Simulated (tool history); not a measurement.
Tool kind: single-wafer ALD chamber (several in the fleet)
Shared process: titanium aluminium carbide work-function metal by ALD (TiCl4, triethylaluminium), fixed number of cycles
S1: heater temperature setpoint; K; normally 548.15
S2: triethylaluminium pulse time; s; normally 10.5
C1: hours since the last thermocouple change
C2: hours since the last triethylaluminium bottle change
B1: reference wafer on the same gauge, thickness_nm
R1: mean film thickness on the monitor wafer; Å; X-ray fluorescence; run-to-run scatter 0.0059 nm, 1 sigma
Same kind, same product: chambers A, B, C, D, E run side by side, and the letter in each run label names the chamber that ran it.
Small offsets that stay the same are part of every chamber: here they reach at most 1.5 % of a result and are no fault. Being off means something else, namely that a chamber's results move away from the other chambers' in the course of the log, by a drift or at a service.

{"run": "1C", "hour": 6.1, "S1": 548.15, "S2": 10.5, "C1": 640.9, "C2": 1160, "B1": 1.7907, "R1": 18.088}
{"run": "2A", "hour": 12.7, "S1": 548.15, "S2": 10.5, "C1": 861.1, "C2": 391.2, "B1": 1.7901, "R1": 18.03}
{"run": "3D", "hour": 17.8, "S1": 548.15, "S2": 10.5, "C1": 969.8, "C2": 933.4, "B1": 1.7885, "R1": 17.783}
{"run": "4E", "hour": 23.1, "S1": 548.15, "S2": 10.5, "C1": 964, "C2": 466.4, "B1": 1.791, "R1": 17.857}
{"run": "5B", "hour": 27.2, "S1": 548.15, "S2": 10.5, "C1": 1073.3, "C2": 143.1, "B1": 1.7899, "R1": 17.94}
{"run": "6C", "hour": 32.1, "S1": 548.15, "S2": 10.5, "C1": 666.9, "C2": 1186, "B1": 1.7918, "R1": 18.103}
{"run": "7D", "hour": 36.2, "S1": 548.15, "S2": 10.5, "C1": 988.2, "C2": 951.8, "B1": 1.7898, "R1": 17.802}
{"run": "8E", "hour": 39.2, "S1": 548.15, "S2": 10.5, "C1": 980.1, "C2": 482.5, "B1": 1.7919, "R1": 17.797}
{"run": "9B", "hour": 43.1, "S1": 548.15, "S2": 13.6, "C1": 1089.2, "C2": 159, "B1": 1.7906, "R1": 18.214}
{"run": "10A", "hour": 48.3, "S1": 548.15, "S2": 13.6, "C1": 896.7, "C2": 426.8, "B1": 1.7894, "R1": 18.422}
{"run": "11E", "hour": 54.6, "S1": 548.15, "S2": 13.6, "C1": 995.5, "C2": 497.9, "B1": 1.7894, "R1": 18.212}
{"run": "12C", "hour": 60.9, "S1": 548.15, "S2": 13.6, "C1": 695.7, "C2": 1214.8, "B1": 1.7908, "R1": 18.403}
{"run": "13B", "hour": 66.8, "S1": 548.15, "S2": 13.6, "C1": 1112.9, "C2": 182.7, "B1": 1.7889, "R1": 18.133}
{"run": "14A", "hour": 70.2, "S1": 548.15, "S2": 10.5, "C1": 918.6, "C2": 448.7, "B1": 1.7916, "R1": 17.863}
{"run": "15D", "hour": 75.3, "S1": 548.15, "S2": 10.5, "C1": 1027.3, "C2": 990.9, "B1": 1.7915, "R1": 17.789}
{"run": "16A", "hour": 81.0, "S1": 548.15, "S2": 10.5, "C1": 929.4, "C2": 459.5, "B1": 1.7899, "R1": 17.811}
{"run": "17B", "hour": 85.8, "S1": 548.15, "S2": 10.5, "C1": 1131.9, "C2": 201.7, "B1": 1.7915, "R1": 17.836}
{"run": "18E", "hour": 92.4, "S1": 548.15, "S2": 10.5, "C1": 1033.3, "C2": 535.7, "B1": 1.7895, "R1": 17.927}
{"run": "19D", "hour": 95.6, "S1": 548.15, "S2": 10.5, "C1": 1047.6, "C2": 1011.2, "B1": 1.7895, "R1": 17.757}
{"run": "20C", "hour": 99.2, "S1": 548.15, "S2": 10.5, "C1": 734, "C2": 1253.1, "B1": 1.7893, "R1": 18.047}
{"run": "21D", "hour": 105.7, "S1": 548.15, "S2": 10.5, "C1": 1057.7, "C2": 1021.3, "B1": 1.7887, "R1": 17.767}
{"run": "22C", "hour": 110.9, "S1": 548.15, "S2": 10.5, "C1": 745.7, "C2": 1264.8, "B1": 1.7903, "R1": 18.105}
{"run": "23B", "hour": 116.4, "S1": 548.15, "S2": 10.5, "C1": 1162.5, "C2": 232.3, "B1": 1.7903, "R1": 17.881}
{"run": "24E", "hour": 120.2, "S1": 548.15, "S2": 10.5, "C1": 1061.1, "C2": 563.5, "B1": 1.7898, "R1": 17.939}
{"run": "25A", "hour": 126.4, "S1": 548.15, "S2": 10.5, "C1": 974.8, "C2": 504.9, "B1": 1.7913, "R1": 17.918}
{"run": "26E", "hour": 130.8, "S1": 548.15, "S2": 10.5, "C1": 1071.7, "C2": 574.1, "B1": 1.7908, "R1": 17.893}
{"run": "27D", "hour": 136.7, "S1": 536.15, "S2": 8.06, "C1": 1088.7, "C2": 1052.3, "B1": 1.791, "R1": 16.075}
{"run": "28A", "hour": 143.4, "S1": 536.15, "S2": 8.06, "C1": 991.8, "C2": 521.9, "B1": 1.7887, "R1": 16.35}
{"run": "29C", "hour": 147.0, "S1": 536.15, "S2": 8.06, "C1": 781.8, "C2": 1300.9, "B1": 1.7881, "R1": 16.342}
{"run": "30B", "hour": 152.0, "S1": 536.15, "S2": 8.06, "C1": 1198.1, "C2": 267.9, "B1": 1.7911, "R1": 16.27}
{"run": "31E", "hour": 156.0, "S1": 536.15, "S2": 8.06, "C1": 1096.9, "C2": 599.3, "B1": 1.7897, "R1": 16.335}

Predict what each chamber gives when all 5 of them run the settings below next.
{"run": "32A", "hour": 160.9, "S1": 548.15, "S2": 10.5, "R1": "?"}
{"run": "32B", "hour": 160.9, "S1": 548.15, "S2": 10.5, "R1": "?"}
{"run": "32C", "hour": 160.9, "S1": 548.15, "S2": 10.5, "R1": "?"}
{"run": "32D", "hour": 160.9, "S1": 548.15, "S2": 10.5, "R1": "?"}
{"run": "32E", "hour": 160.9, "S1": 548.15, "S2": 10.5, "R1": "?"}

run=32A R1=17.956
run=32B R1=17.811
run=32C R1=18.022
run=32D R1=17.689
run=32E R1=17.91
